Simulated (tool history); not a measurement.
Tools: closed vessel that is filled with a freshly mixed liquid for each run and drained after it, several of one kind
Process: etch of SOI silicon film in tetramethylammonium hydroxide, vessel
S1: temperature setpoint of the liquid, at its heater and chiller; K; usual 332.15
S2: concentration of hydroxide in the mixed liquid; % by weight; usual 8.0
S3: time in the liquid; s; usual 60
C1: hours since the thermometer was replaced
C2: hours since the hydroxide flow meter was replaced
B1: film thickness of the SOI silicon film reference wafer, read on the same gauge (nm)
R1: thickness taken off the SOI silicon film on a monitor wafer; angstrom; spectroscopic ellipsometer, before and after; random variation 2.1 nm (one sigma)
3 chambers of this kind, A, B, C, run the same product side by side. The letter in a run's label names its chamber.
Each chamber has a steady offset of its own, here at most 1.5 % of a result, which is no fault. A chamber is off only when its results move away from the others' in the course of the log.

run 1C day=0.296 | S1=332.15 S2=8.0 S3=60 | C1=667.0 C2=2200.7 | B1=109.99 | R1=2310.3
run 2B day=0.642 | S1=332.15 S2=8.0 S3=60 | C1=1287.8 C2=57.9 | B1=110.02 | R1=2298.9
run 3A day=0.912 | S1=332.15 S2=8.0 S3=60 | C1=1137.3 C2=532.9 | B1=110.00 | R1=2350.2
run 4B day=1.092 | S1=332.15 S2=8.0 S3=60 | C1=1298.6 C2=68.7 | B1=109.99 | R1=2298.3
run 5C day=1.312 | S1=332.15 S2=8.0 S3=60 | C1=691.4 C2=2225.1 | B1=110.00 | R1=2320.2
run 6A day=1.596 | S1=332.15 S2=8.0 S3=60 | C1=1153.7 C2=549.3 | B1=110.01 | R1=2312.9
run 7B day=1.842 | S1=332.15 S2=8.0 S3=60 | C1=1316.6 C2=86.7 | B1=110.00 | R1=2275.9
run 8A day=2.196 | S1=332.15 S2=8.0 S3=60 | C1=1168.1 C2=563.7 | B1=110.00 | R1=2350.7
run 9C day=2.396 | S1=332.15 S2=8.0 S3=60 | C1=717.4 C2=2251.1 | B1=109.98 | R1=2308.4
run 10C day=2.642 | S1=332.15 S2=8.0 S3=60 | C1=723.3 C2=2257.0 | B1=109.98 | R1=2333.6
run 11B day=2.862 | S1=332.15 S2=8.0 S3=60 | C1=1341.1 C2=111.2 | B1=110.01 | R1=2264.6
run 12A day=3.042 | S1=332.15 S2=8.0 S3=60 | C1=1188.4 C2=584.0 | B1=109.99 | R1=2354.7
run 13C day=3.354 | S1=332.15 S2=8.0 S3=60 | C1=740.4 C2=2274.1 | B1=110.00 | R1=2352.6
run 14B day=3.550 | S1=332.15 S2=8.0 S3=60 | C1=1357.6 C2=127.7 | B1=110.00 | R1=2269.6
run 15A day=3.729 | S1=332.15 S2=8.0 S3=60 | C1=1204.9 C2=600.5 | B1=110.01 | R1=2338.9
-- day=4.029 chamber C: thermometer replaced
run 16B day=4.067 | S1=332.15 S2=8.0 S3=60 | C1=1370.0 C2=140.1 | B1=110.00 | R1=2245.2
run 17A day=4.412 | S1=332.15 S2=8.0 S3=60 | C1=1221.3 C2=616.9 | B1=110.00 | R1=2328.7
run 18C day=4.596 | S1=332.15 S2=8.0 S3=60 | C1=13.6 C2=2303.9 | B1=110.00 | R1=2341.2
run 19B day=4.833 | S1=332.15 S2=8.0 S3=60 | C1=1388.4 C2=158.5 | B1=110.03 | R1=2213.8
run 20A day=5.229 | S1=332.15 S2=8.0 S3=60 | C1=1240.9 C2=636.5 | B1=110.02 | R1=2347.2
run 21C day=5.408 | S1=332.15 S2=6.0 S3=30 | C1=33.1 C2=2323.4 | B1=110.00 | R1=1254.4
-- day=5.462 chamber C: hydroxide flow meter replaced
run 22C day=5.767 | S1=332.15 S2=6.0 S3=30 | C1=41.7 C2=7.4 | B1=110.02 | R1=1245.3
run 23A day=6.125 | S1=332.15 S2=6.0 S3=30 | C1=1262.4 C2=658.0 | B1=110.02 | R1=1261.2
run 24B day=6.312 | S1=332.15 S2=8.0 S3=60 | C1=1423.9 C2=194.0 | B1=110.00 | R1=2149.9
run 25B day=6.525 | S1=332.15 S2=8.0 S3=60 | C1=1429.0 C2=199.1 | B1=110.00 | R1=2154.0
run 26C day=6.833 | S1=332.15 S2=8.0 S3=60 | C1=67.3 C2=33.0 | B1=109.99 | R1=2331.0
run 27A day=7.100 | S1=332.15 S2=8.0 S3=60 | C1=1285.8 C2=681.4 | B1=109.99 | R1=2326.6
run 28B day=7.462 | S1=332.15 S2=8.0 S3=60 | C1=1451.5 C2=221.6 | B1=110.00 | R1=2111.6
run 29A day=7.650 | S1=332.15 S2=8.0 S3=60 | C1=1299.0 C2=694.6 | B1=110.00 | R1=2346.2
run 30C day=8.021 | S1=332.15 S2=8.0 S3=60 | C1=95.8 C2=61.5 | B1=110.01 | R1=2350.6
run 31B day=8.279 | S1=332.15 S2=8.0 S3=60 | C1=1471.1 C2=241.2 | B1=110.00 | R1=2105.4
run 32A day=8.462 | S1=332.15 S2=8.0 S3=60 | C1=1318.5 C2=714.1 | B1=109.99 | R1=2339.5
run 33C day=8.729 | S1=332.15 S2=8.0 S3=60 | C1=112.8 C2=78.5 | B1=109.98 | R1=2316.5
run 34B day=9.042 | S1=332.15 S2=6.5 S3=90 | C1=1489.4 C2=259.5 | B1=110.01 | R1=3302.7
run 35A day=9.400 | S1=332.15 S2=6.5 S3=90 | C1=1341.0 C2=736.6 | B1=110.00 | R1=3671.3

All 3 chambers run these settings next. Forecast each chamber's results:
run 36A day=9.692 | S1=332.15 S2=8.0 S3=60 | R1=?
run 36B day=9.692 | S1=332.15 S2=8.0 S3=60 | R1=?
run 36C day=9.692 | S1=332.15 S2=8.0 S3=60 | R1=?

run=36A R1=2284.0
run=36B R1=2049.3
run=36C R1=2342.9
